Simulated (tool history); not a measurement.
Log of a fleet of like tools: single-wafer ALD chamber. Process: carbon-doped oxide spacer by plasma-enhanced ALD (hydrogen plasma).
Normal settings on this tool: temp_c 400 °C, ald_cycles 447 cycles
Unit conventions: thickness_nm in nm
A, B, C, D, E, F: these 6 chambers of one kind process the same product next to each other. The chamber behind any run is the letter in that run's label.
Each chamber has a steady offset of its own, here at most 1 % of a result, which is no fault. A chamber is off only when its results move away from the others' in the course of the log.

run	hour	temp_c	ald_cycles	hours since the last thermocouple change	read-back reference wafer on the same gauge, thickness_nm	thickness_nm
1C	4.2	400	447	1200.1	26.089	22.282
2D	10.6	400	447	281	26.096	22.521
3F	17.4	400	447	290.6	26.079	22.186
4E	22.7	400	447	222.6	26.079	22.301
5A	26.9	400	485	1330.3	26.079	24.277
6B	32.6	400	485	1348.8	26.076	24.028
7C	38.2	400	485	1234.1	26.062	24.107
8A	44	400	485	1347.4	26.064	24.221
9F	50.8	400	485	324	26.064	24.01
10D	55.8	400	485	326.2	26.068	24.378
11E	60.5	400	447	260.4	26.052	22.334
12B	65.5	400	447	1381.7	26.048	22.085
13E	69.8	400	447	269.7	26.044	22.281
14A	73.1	412	532	1376.5	26.052	25.607
15D	80	412	532	350.4	26.043	25.803
16C	86.2	412	532	1282.1	26.041	25.483
17B	90.8	412	532	1407	26.036	25.384
18F	97.6	412	532	370.8	26.022	25.484
19D	103.3	412	532	373.7	26.031	25.832
20B	107.7	400	447	1423.9	26.015	22.114
21C	113.4	400	447	1309.3	26.011	22.245
22F	119.6	400	447	392.8	26.013	22.132
23A	126.2	400	447	1429.6	26.007	22.311
24E	130.2	400	447	330.1	26.014	22.22
25D	137.3	395	527	407.7	25.997	26.549
26C	143.4	395	527	1339.3	26.005	26.173
27B	148.5	395	527	1464.7	25.998	25.991
# hour 151.8: chamber B: thermocouple changed; heater temperature recalibrated
28F	152.4	395	527	425.6	25.989	26.076
29A	155.8	395	527	1459.2	25.993	26.335
30E	161.3	395	527	361.2	25.986	26.229
31A	168.2	400	447	1471.6	25.98	22.293
32C	173.4	400	447	1369.3	25.98	22.154
33B	176.8	400	447	25.1	25.978	21.98
34F	180.6	400	447	453.8	25.973	22.139
35E	185.8	400	447	385.7	25.97	22.218
36D	192.2	400	447	462.6	25.963	22.443
37D	197.6	400	447	468	25.954	22.377
38F	203.5	400	530	476.7	25.942	26.241
39A	209	400	530	1512.4	25.941	26.357
40E	214	400	530	413.9	25.939	26.342

Next, all 6 chambers run the settings below, one line each with question marks for the results. What does each chamber give?
41A	219.1	412	447			?
41B	219.1	412	447			?
41C	219.1	412	447			?
41D	219.1	412	447			?
41E	219.1	412	447			?
41F	219.1	412	447			?

run	thickness_nm
41A	21.448
41B	21.235
41C	21.336
41D	21.558
41E	21.406
41F	21.301
